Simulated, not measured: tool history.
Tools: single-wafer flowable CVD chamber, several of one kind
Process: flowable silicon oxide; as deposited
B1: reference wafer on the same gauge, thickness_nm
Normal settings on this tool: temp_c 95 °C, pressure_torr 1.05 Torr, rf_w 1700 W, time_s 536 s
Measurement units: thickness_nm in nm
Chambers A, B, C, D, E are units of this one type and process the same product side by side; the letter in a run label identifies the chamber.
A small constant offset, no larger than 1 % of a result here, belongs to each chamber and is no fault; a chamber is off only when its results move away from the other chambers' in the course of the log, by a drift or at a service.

{"run": "1B", "hour": 12.6, "temp_c": 95, "pressure_torr": 1.05, "rf_w": 1700, "time_s": 536, "B1": 422.13, "thickness_nm": 512.29}
{"run": "2D", "hour": 23.4, "temp_c": 95, "pressure_torr": 1.05, "rf_w": 1700, "time_s": 536, "B1": 422.12, "thickness_nm": 517.15}
{"hour": 28.7, "done": "chamber E: capacitance manometer re-zeroed and calibrated"}
{"run": "3C", "hour": 36.9, "temp_c": 95, "pressure_torr": 1.05, "rf_w": 1700, "time_s": 536, "B1": 422.11, "thickness_nm": 520.3}
{"run": "4E", "hour": 44.6, "temp_c": 95, "pressure_torr": 1.05, "rf_w": 1700, "time_s": 536, "B1": 422.18, "thickness_nm": 520.6}
{"hour": 45.1, "done": "chamber E: thermocouple changed; heater temperature recalibrated"}
{"hour": 46.4, "done": "chamber A: RF generator calibrated"}
{"run": "5A", "hour": 57.5, "temp_c": 95, "pressure_torr": 1.05, "rf_w": 1700, "time_s": 536, "B1": 422.19, "thickness_nm": 517.71}
{"run": "6C", "hour": 64.8, "temp_c": 95, "pressure_torr": 0.92, "rf_w": 1700, "time_s": 536, "B1": 422.29, "thickness_nm": 441.21}
{"run": "7A", "hour": 72.6, "temp_c": 95, "pressure_torr": 0.92, "rf_w": 1700, "time_s": 536, "B1": 422.41, "thickness_nm": 442.21}
{"run": "8D", "hour": 86.2, "temp_c": 95, "pressure_torr": 0.92, "rf_w": 1700, "time_s": 536, "B1": 422.36, "thickness_nm": 441.33}
{"run": "9B", "hour": 95.2, "temp_c": 95, "pressure_torr": 0.92, "rf_w": 1700, "time_s": 536, "B1": 422.44, "thickness_nm": 436.78}
{"run": "10E", "hour": 109.3, "temp_c": 95, "pressure_torr": 0.92, "rf_w": 1700, "time_s": 536, "B1": 422.6, "thickness_nm": 442.97}
{"run": "11C", "hour": 115.6, "temp_c": 95, "pressure_torr": 1.05, "rf_w": 1700, "time_s": 536, "B1": 422.55, "thickness_nm": 519.83}
{"run": "12E", "hour": 130.3, "temp_c": 95, "pressure_torr": 1.05, "rf_w": 1700, "time_s": 536, "B1": 422.7, "thickness_nm": 519.98}
{"hour": 132.4, "done": "chamber C: thermocouple changed; heater temperature recalibrated"}
{"run": "13D", "hour": 144.3, "temp_c": 95, "pressure_torr": 1.05, "rf_w": 1700, "time_s": 536, "B1": 422.76, "thickness_nm": 518.23}
{"run": "14B", "hour": 152.9, "temp_c": 95, "pressure_torr": 1.05, "rf_w": 1700, "time_s": 594, "B1": 422.68, "thickness_nm": 569.67}
{"run": "15A", "hour": 166.8, "temp_c": 95, "pressure_torr": 1.05, "rf_w": 1700, "time_s": 594, "B1": 422.78, "thickness_nm": 575.56}
{"run": "16A", "hour": 175.4, "temp_c": 95, "pressure_torr": 1.05, "rf_w": 1700, "time_s": 594, "B1": 422.94, "thickness_nm": 575.09}
{"run": "17B", "hour": 186.1, "temp_c": 95, "pressure_torr": 1.05, "rf_w": 1700, "time_s": 594, "B1": 423.03, "thickness_nm": 569.58}
{"run": "18D", "hour": 193.5, "temp_c": 95, "pressure_torr": 1.05, "rf_w": 1700, "time_s": 594, "B1": 422.9, "thickness_nm": 574.92}
{"run": "19C", "hour": 208.0, "temp_c": 95, "pressure_torr": 1.05, "rf_w": 1700, "time_s": 536, "B1": 422.87, "thickness_nm": 520.63}
{"hour": 218.3, "done": "chamber D: capacitance manometer re-zeroed and calibrated"}
{"run": "20E", "hour": 220.7, "temp_c": 95, "pressure_torr": 1.05, "rf_w": 1700, "time_s": 536, "B1": 423.0, "thickness_nm": 520.27}
{"run": "21B", "hour": 229.5, "temp_c": 95, "pressure_torr": 1.05, "rf_w": 1700, "time_s": 536, "B1": 422.98, "thickness_nm": 514.45}
{"run": "22E", "hour": 243.8, "temp_c": 95, "pressure_torr": 1.05, "rf_w": 1595, "time_s": 641, "B1": 423.12, "thickness_nm": 611.47}
{"hour": 251.2, "done": "chamber B: RF generator calibrated"}
{"run": "23A", "hour": 252.1, "temp_c": 95, "pressure_torr": 1.05, "rf_w": 1595, "time_s": 641, "B1": 423.13, "thickness_nm": 611.22}
{"run": "24C", "hour": 264.8, "temp_c": 95, "pressure_torr": 1.05, "rf_w": 1595, "time_s": 641, "B1": 423.38, "thickness_nm": 611.99}
{"run": "25D", "hour": 272.8, "temp_c": 95, "pressure_torr": 1.05, "rf_w": 1595, "time_s": 641, "B1": 423.27, "thickness_nm": 609.86}
{"run": "26A", "hour": 280.1, "temp_c": 95, "pressure_torr": 1.05, "rf_w": 1595, "time_s": 641, "B1": 423.4, "thickness_nm": 610.88}
{"run": "27C", "hour": 293.6, "temp_c": 95, "pressure_torr": 1.05, "rf_w": 1700, "time_s": 536, "B1": 423.42, "thickness_nm": 521.11}
{"run": "28D", "hour": 305.6, "temp_c": 95, "pressure_torr": 1.05, "rf_w": 1700, "time_s": 536, "B1": 423.45, "thickness_nm": 518.75}
{"run": "29E", "hour": 319.1, "temp_c": 95, "pressure_torr": 1.05, "rf_w": 1700, "time_s": 536, "B1": 423.59, "thickness_nm": 521.21}
{"run": "30B", "hour": 325.4, "temp_c": 95, "pressure_torr": 1.05, "rf_w": 1700, "time_s": 536, "B1": 423.64, "thickness_nm": 515.22}
{"run": "31E", "hour": 332.4, "temp_c": 95, "pressure_torr": 1.05, "rf_w": 1700, "time_s": 536, "B1": 423.54, "thickness_nm": 521.43}
{"run": "32A", "hour": 342.3, "temp_c": 95, "pressure_torr": 1.05, "rf_w": 1700, "time_s": 536, "B1": 423.71, "thickness_nm": 520.1}
{"run": "33D", "hour": 351.0, "temp_c": 95, "pressure_torr": 1.05, "rf_w": 1700, "time_s": 536, "B1": 423.78, "thickness_nm": 519.56}
{"run": "34B", "hour": 361.8, "temp_c": 95, "pressure_torr": 1.05, "rf_w": 1700, "time_s": 536, "B1": 423.78, "thickness_nm": 515.85}
{"run": "35C", "hour": 368.5, "temp_c": 95, "pressure_torr": 1.05, "rf_w": 1700, "time_s": 536, "B1": 423.89, "thickness_nm": 522.59}
{"run": "36B", "hour": 380.8, "temp_c": 102, "pressure_torr": 1.05, "rf_w": 1700, "time_s": 573, "B1": 423.8, "thickness_nm": 437.96}
{"hour": 386.4, "done": "chamber C: RF generator calibrated"}
{"run": "37C", "hour": 393.9, "temp_c": 102, "pressure_torr": 1.05, "rf_w": 1700, "time_s": 573, "B1": 423.99, "thickness_nm": 442.68}
{"run": "38D", "hour": 406.9, "temp_c": 102, "pressure_torr": 1.05, "rf_w": 1700, "time_s": 573, "B1": 424.0, "thickness_nm": 441.27}
{"run": "39A", "hour": 416.5, "temp_c": 102, "pressure_torr": 1.05, "rf_w": 1700, "time_s": 573, "B1": 423.99, "thickness_nm": 441.46}
{"run": "40E", "hour": 430.3, "temp_c": 102, "pressure_torr": 1.05, "rf_w": 1700, "time_s": 573, "B1": 424.06, "thickness_nm": 443.34}

Which is it: a chamber that has drifted or been left off by a service, a gauge drift common to all chambers, or only each chamber's usual small offset? If a chamber is off, name it and its likeliest cause.

It is the gauge, not a chamber: its drift shows up in every chamber's results at once, and no chamber is off.
Cause: gauge reads high (%) = 0.511.
